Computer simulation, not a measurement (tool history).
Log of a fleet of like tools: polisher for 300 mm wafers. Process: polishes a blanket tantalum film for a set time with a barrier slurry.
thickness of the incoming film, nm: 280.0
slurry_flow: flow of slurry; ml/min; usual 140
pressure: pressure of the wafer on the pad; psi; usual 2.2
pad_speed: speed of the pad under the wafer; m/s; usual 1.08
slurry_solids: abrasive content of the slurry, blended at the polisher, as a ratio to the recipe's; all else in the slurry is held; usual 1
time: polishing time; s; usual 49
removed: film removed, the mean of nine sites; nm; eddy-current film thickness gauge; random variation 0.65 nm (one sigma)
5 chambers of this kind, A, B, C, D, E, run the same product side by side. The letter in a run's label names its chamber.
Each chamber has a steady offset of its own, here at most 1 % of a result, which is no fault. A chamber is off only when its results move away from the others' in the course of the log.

run,hour,slurry_flow,pressure,pad_speed,slurry_solids,time,wafers polished on this pad,hours since the slurry nozzle was cleaned,hours since the head pressure was calibrated,hours since the slurry blender was calibrated,removed
1D,5.3,140,2.2,1.08,1,49,216,70.7,160.0,306.3,81.667
# hour 5.9: chamber E: slurry nozzle cleaned
# hour 9.1: chamber B: slurry blender recalibrated
# hour 10.5: chamber B: head pressure recalibrated
2E,10.6,140,2.2,1.08,1,49,553,4.8,341.4,43.8,80.801
# hour 13.1: chamber A: worn pad replaced by a new one
3B,15.7,140,2.2,1.08,1,49,979,159.9,5.3,6.7,80.107
# hour 21.3: chamber E: worn pad replaced by a new one
4C,22.0,140,2.2,1.08,1,49,617,44.5,393.1,189.6,80.212
5A,27.4,140,2.2,1.08,1,49,237,38.2,495.7,240.6,80.546
# hour 30.8: chamber B: worn pad replaced by a new one
6D,32.0,140,2.2,1.08,1,49,658,97.4,186.7,333.0,80.895
7A,38.4,140,2.2,1.08,1,49,420,49.2,506.7,251.6,81.881
8E,41.9,100,2.2,1.08,1,49,342,36.1,372.7,75.1,75.501
9C,47.3,100,2.2,1.08,1,49,1036,69.8,418.4,214.9,76.471
# hour 48.6: chamber D: worn pad replaced by a new one
10B,52.0,100,2.2,1.08,1,49,351,196.2,41.6,43.0,75.405
11B,55.7,100,2.2,1.08,1,49,412,199.9,45.3,46.7,75.163
# hour 55.8: chamber A: worn pad replaced by a new one
12D,59.3,100,2.2,1.08,1,49,177,124.7,214.0,360.3,75.035
# hour 62.6: chamber C: worn pad replaced by a new one
13E,65.4,125,2.2,1.08,1,49,731,59.6,396.2,98.6,79.255
# hour 65.8: chamber E: worn pad replaced by a new one
14C,72.1,125,2.2,1.08,1,49,158,94.6,443.2,239.7,80.447
15A,78.8,125,2.2,1.08,1,49,381,89.6,547.1,292.0,79.760
16A,84.3,125,2.2,1.08,1,49,472,95.1,552.6,297.5,79.329
17E,90.7,125,2.2,1.08,1,49,413,84.9,421.5,123.9,79.377
# hour 92.8: chamber B: worn pad replaced by a new one
18C,95.6,140,2.2,1.08,1,49,548,118.1,466.7,263.2,81.379
# hour 95.7: chamber A: worn pad replaced by a new one
# hour 97.7: chamber D: worn pad replaced by a new one
19D,101.9,140,2.2,1.08,1,49,70,167.3,256.6,402.9,81.059
# hour 105.6: chamber D: slurry blender recalibrated
20B,108.3,140,2.2,1.08,1,49,258,252.5,97.9,99.3,79.174
# hour 112.5: chamber E: worn pad replaced by a new one
21D,114.1,140,2.2,1.08,1,49,272,179.5,268.8,8.5,79.499
22C,117.4,140,2.2,1.08,1,49,909,139.9,488.5,285.0,80.208
23A,122.9,140,2.2,1.08,1,49,450,133.7,591.2,336.1,81.396
# hour 124.2: chamber A: slurry blender recalibrated
24E,126.0,140,2.2,1.08,1,49,225,120.2,456.8,159.2,81.648
25B,131.1,140,2.2,1.08,1,49,635,275.3,120.7,122.1,80.576
26E,136.4,140,2.2,1.08,1,49,397,130.6,467.2,169.6,80.989
# hour 136.5: chamber A: worn pad replaced by a new one
# hour 138.3: chamber C: slurry blender recalibrated
# hour 141.5: chamber D: worn pad replaced by a new one
27C,142.2,140,2.2,1.08,1,49,1319,164.7,513.3,4.0,81.296
28A,146.6,140,2.2,1.08,1,49,167,157.4,614.9,22.4,80.396
# hour 147.8: chamber C: worn pad replaced by a new one
29B,149.9,140,2.2,1.08,1,49,947,294.1,139.5,140.9,79.779
# hour 150.4: chamber B: worn pad replaced by a new one
# hour 152.7: chamber E: worn pad replaced by a new one
30D,155.1,140,2.2,1.08,1,49,225,220.5,309.8,49.5,80.413
31D,160.8,140,2.2,1.08,1,49,320,226.2,315.5,55.2,81.493
32C,165.6,140,2.2,1.08,1,49,296,188.1,536.7,27.4,80.216
33A,169.3,140,2.2,1.08,1,49,543,180.1,637.6,45.1,81.157
# hour 172.2: chamber B: slurry blender recalibrated
34E,173.6,140,2.2,1.08,1,49,347,167.8,504.4,206.8,81.369
# hour 174.8: chamber A: worn pad replaced by a new one
35B,179.6,140,2.2,1.08,1,49,484,323.8,169.2,7.5,80.027
36A,185.3,140,2.2,1.08,1,49,174,196.1,653.6,61.1,81.389
37E,189.4,140,2.2,1.08,1,49,609,183.6,520.2,222.6,81.717
# hour 194.3: chamber C: slurry nozzle cleaned
38D,194.3,140,2.2,1.08,1,49,874,259.7,349.0,88.7,81.407
39C,199.7,140,2.9,1.08,1,49,860,5.5,570.8,61.5,107.980

Next, every chamber runs the same settings. What will each give?
40A,204.8,110,2.2,1.08,1,49,,,,,?
40B,204.8,110,2.2,1.08,1,49,,,,,?
40C,204.8,110,2.2,1.08,1,49,,,,,?
40D,204.8,110,2.2,1.08,1,49,,,,,?
40E,204.8,110,2.2,1.08,1,49,,,,,?

run,removed
40A,76.958
40B,76.363
40C,78.450
40D,76.793
40E,77.741
